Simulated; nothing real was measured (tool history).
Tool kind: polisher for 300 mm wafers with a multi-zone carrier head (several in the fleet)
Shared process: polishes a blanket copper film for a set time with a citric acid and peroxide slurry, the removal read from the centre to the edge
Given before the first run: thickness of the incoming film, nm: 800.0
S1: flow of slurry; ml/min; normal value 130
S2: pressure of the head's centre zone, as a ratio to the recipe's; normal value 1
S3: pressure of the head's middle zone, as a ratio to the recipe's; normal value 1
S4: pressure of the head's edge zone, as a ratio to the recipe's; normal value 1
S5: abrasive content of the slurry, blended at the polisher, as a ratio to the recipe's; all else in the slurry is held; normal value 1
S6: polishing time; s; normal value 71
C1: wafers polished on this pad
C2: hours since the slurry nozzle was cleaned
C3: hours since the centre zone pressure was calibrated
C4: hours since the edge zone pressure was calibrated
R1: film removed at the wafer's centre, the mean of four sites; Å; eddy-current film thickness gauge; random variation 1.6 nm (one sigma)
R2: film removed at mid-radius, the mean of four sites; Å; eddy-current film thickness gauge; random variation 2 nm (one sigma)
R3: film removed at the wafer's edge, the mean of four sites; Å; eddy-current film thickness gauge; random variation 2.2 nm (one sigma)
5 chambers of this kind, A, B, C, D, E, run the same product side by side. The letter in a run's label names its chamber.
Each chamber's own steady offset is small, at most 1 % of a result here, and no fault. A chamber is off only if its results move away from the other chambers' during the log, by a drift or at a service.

At hour 1.7: chamber B: worn pad replaced by a new one.
At hour 5.5: chamber D: worn pad replaced by a new one.
Run 1E, hour 10.7: usual settings; C1 1507; C2 128.7; C3 236.6; C4 240.7. Result: R1 1568.8 Å, R2 1562.5 Å, R3 1612 Å.
At hour 16.1: chamber E: worn pad replaced by a new one.
Run 2D, hour 17.4: usual settings; C1 146; C2 309.5; C3 738.9; C4 864.4. Result: R1 1549.7 Å, R2 1554.5 Å, R3 1581.8 Å.
Run 3B, hour 30.3: usual settings; C1 349; C2 67.4; C3 549.9; C4 117.5. Result: R1 1598.4 Å, R2 1531.4 Å, R3 1574.6 Å.
At hour 35.9: chamber D: edge zone pressure recalibrated.
Run 4A, hour 38: usual settings; C1 1271; C2 207.4; C3 1315.6; C4 105. Result: R1 1540 Å, R2 1583.2 Å, R3 1581.4 Å.
At hour 41.7: chamber A: worn pad replaced by a new one.
Run 5C, hour 45.6: usual settings but S1 105 ml/min; C1 744; C2 309.2; C3 1402.4; C4 303.8. Result: R1 1484.2 Å, R2 1481.2 Å, R3 1525.5 Å.
At hour 56.3: chamber C: worn pad replaced by a new one.
Run 6D, hour 56.3: usual settings but S1 105 ml/min; C1 619; C2 348.4; C3 777.8; C4 20.4. Result: R1 1512.8 Å, R2 1496.7 Å, R3 1489 Å.
Run 7B, hour 70.6: usual settings but S1 105 ml/min; C1 840; C2 107.7; C3 590.2; C4 157.8. Result: R1 1467 Å, R2 1472 Å, R3 1510.5 Å.
At hour 80.9: chamber D: worn pad replaced by a new one.
Run 8E, hour 81.4: usual settings but S1 105 ml/min; C1 796; C2 199.4; C3 307.3; C4 311.4. Result: R1 1469.7 Å, R2 1484.6 Å, R3 1498.5 Å.
Run 9A, hour 93.7: usual settings but S1 105 ml/min; C1 634; C2 263.1; C3 1371.3; C4 160.7. Result: R1 1450.4 Å, R2 1509.3 Å, R3 1546.2 Å.
Run 10C, hour 100.8: usual settings; C1 542; C2 364.4; C3 1457.6; C4 359. Result: R1 1550 Å, R2 1549.5 Å, R3 1592.2 Å.
Run 11B, hour 107.5: usual settings; C1 1289; C2 144.6; C3 627.1; C4 194.7. Result: R1 1561 Å, R2 1565 Å, R3 1540 Å.
Run 12E, hour 116.2: usual settings; C1 1220; C2 234.2; C3 342.1; C4 346.2. Result: R1 1517.7 Å, R2 1545.5 Å, R3 1589.3 Å.
At hour 122.7: chamber C: worn pad replaced by a new one.
At hour 123.1: chamber C: centre zone pressure recalibrated.
At hour 124: chamber B: worn pad replaced by a new one.
Run 13A, hour 125.6: usual settings; C1 1023; C2 295; C3 1403.2; C4 192.6. Result: R1 1543.6 Å, R2 1581.1 Å, R3 1551 Å.
At hour 134.1: chamber A: worn pad replaced by a new one.
Run 14D, hour 134.2: usual settings; C1 649; C2 426.3; C3 855.7; C4 98.3. Result: R1 1583.2 Å, R2 1571.5 Å, R3 1547.6 Å.
At hour 138.5: chamber E: worn pad replaced by a new one.
Run 15C, hour 147.5: usual settings but S1 105 ml/min; C1 302; C2 411.1; C3 24.5; C4 405.7. Result: R1 1285 Å, R2 1476.4 Å, R3 1513.3 Å.
At hour 155.1: chamber D: worn pad replaced by a new one.
Run 16A, hour 156.8: usual settings but S1 105 ml/min; C1 277; C2 326.2; C3 1434.4; C4 223.8. Result: R1 1444 Å, R2 1471.3 Å, R3 1541.4 Å.
Run 17C, hour 170.3: usual settings but S1 105 ml/min; C1 580; C2 433.9; C3 47.3; C4 428.5. Result: R1 1285.7 Å, R2 1515.7 Å, R3 1479 Å.
Run 18E, hour 182.4: usual settings but S1 105 ml/min; C1 534; C2 300.4; C3 408.3; C4 412.4. Result: R1 1460 Å, R2 1494.9 Å, R3 1511.4 Å.
At hour 189.7: chamber C: worn pad replaced by a new one.
Run 19D, hour 189.8: usual settings but S1 105 ml/min; C1 423; C2 481.9; C3 911.3; C4 153.9. Result: R1 1498.3 Å, R2 1483.6 Å, R3 1444.6 Å.
Run 20B, hour 201: usual settings; C1 938; C2 238.1; C3 720.6; C4 288.2. Result: R1 1571.8 Å, R2 1590.2 Å, R3 1543.3 Å.
At hour 205: chamber E: slurry nozzle cleaned.
Run 21C, hour 210.8: usual settings; C1 257; C2 474.4; C3 87.8; C4 469. Result: R1 1364.6 Å, R2 1558.6 Å, R3 1568.2 Å.
Run 22A, hour 217.2: usual settings; C1 1012; C2 386.6; C3 1494.8; C4 284.2. Result: R1 1535.4 Å, R2 1555.4 Å, R3 1572.6 Å.
At hour 227.5: chamber B: worn pad replaced by a new one.
At hour 227.9: chamber A: worn pad replaced by a new one.
Run 23B, hour 229.6: usual settings but S1 110 ml/min, S4 1.09; C1 26; C2 266.7; C3 749.2; C4 316.8. Result: R1 1496.7 Å, R2 1506.7 Å, R3 1565.7 Å.
At hour 230.2: chamber D: worn pad replaced by a new one.
At hour 236: chamber B: slurry nozzle cleaned.
Run 24E, hour 240.2: usual settings but S1 110 ml/min, S4 1.09; C1 1238; C2 35.3; C3 466.1; C4 470.2. Result: R1 1501.9 Å, R2 1479 Å, R3 1603.8 Å.
At hour 247.9: chamber C: worn pad replaced by a new one.
Run 25D, hour 252.3: usual settings but S1 110 ml/min, S4 1.09; C1 269; C2 544.4; C3 973.8; C4 216.4. Result: R1 1486.3 Å, R2 1498.8 Å, R3 1546.5 Å.
At hour 259.7: chamber E: worn pad replaced by a new one.
Run 26A, hour 266.4: usual settings but S1 110 ml/min, S4 1.09; C1 469; C2 435.8; C3 1544; C4 333.4. Result: R1 1496.8 Å, R2 1528.1 Å, R3 1608.2 Å.
Run 27C, hour 277.1: usual settings but S1 110 ml/min, S4 1.09; C1 356; C2 540.7; C3 154.1; C4 535.3. Result: R1 1293.6 Å, R2 1476 Å, R3 1574.6 Å.
At hour 279.4: chamber D: slurry nozzle cleaned.
Run 28B, hour 286.4: usual settings; C1 717; C2 50.5; C3 806; C4 373.6. Result: R1 1553.2 Å, R2 1553.4 Å, R3 1587 Å.
Run 29E, hour 294.6: usual settings; C1 426; C2 89.7; C3 520.5; C4 524.6. Result: R1 1554.2 Å, R2 1548.7 Å, R3 1564.2 Å.
At hour 302.7: chamber D: worn pad replaced by a new one.
Run 30D, hour 304.4: usual settings; C1 21; C2 25; C3 1025.9; C4 268.5. Result: R1 1595.1 Å, R2 1559.5 Å, R3 1541.9 Å.
Run 31B, hour 310.8: usual settings but S4 1.1; C1 1015; C2 74.9; C3 830.4; C4 398. Result: R1 1585.2 Å, R2 1573.8 Å, R3 1672 Å.
At hour 314.6: chamber A: centre zone pressure recalibrated.
Run 32A, hour 320: usual settings but S4 1.1; C1 1122; C2 489.4; C3 5.4; C4 387. Result: R1 1554.4 Å, R2 1575 Å, R3 1667.3 Å.
At hour 324.4: chamber C: worn pad replaced by a new one.
Run 33C, hour 329.9: usual settings but S4 1.1; C1 68; C2 593.5; C3 206.9; C4 588.1. Result: R1 1364.1 Å, R2 1551.5 Å, R3 1654.3 Å.
Run 34D, hour 339.4: usual settings but S4 1.1; C1 448; C2 60; C3 1060.9; C4 303.5. Result: R1 1556.3 Å, R2 1537.3 Å, R3 1624.2 Å.

Which is it: a chamber that has drifted or been left off by a service, a gauge drift common to all chambers, or only each chamber's usual small offset? If a chamber is off, name it and its likeliest cause.

Chamber C has stood off from the others ever since a service on it.
Likeliest cause: centre zone's pressure below its setpoint, % = 11.5.

Below are 4 candidate recipes for chamber C's next run, each the usual settings with a change, their results shown as question marks. Which of them brings C's results back in line with what the other chambers give on the usual settings?
In line here means within this much of the mean the other chambers give on the usual settings: R1 56 Å; R2 69 Å; R3 78 Å
Run 35C-1, hour 350: usual settings but S1 125 ml/min, S2 0.95, S3 1.01, S4 1.02. Result: R1 ?, R2 ?, R3 ?.
Run 35C-2, hour 350: usual settings but S1 125 ml/min, S2 0.9, S3 1.02, S4 1.03, S6 70 s. Result: R1 ?, R2 ?, R3 ?.
Run 35C-3, hour 350: usual settings but S1 135 ml/min, S2 1.1, S3 0.98, S4 0.97, S6 72 s. Result: R1 ?, R2 ?, R3 ?.
Run 35C-4, hour 350: usual settings but S1 135 ml/min, S2 1.05, S3 0.99, S4 0.98. Result: R1 ?, R2 ?, R3 ?.

The mean the other chambers reach with the usual settings: R1 1562.3 Å; R2 1560.9 Å; R3 1561.3 Å
  run      R1      R2      R3
35C-1  1279.3  1550.8  1564.2
35C-2  1186.3  1543.4    1550
35C-3  1558.8  1554.3  1564.2
35C-4  1459.5  1547.6  1550.5
The answer is 35C-3, which returns the chamber to within the allowed miss of the others.
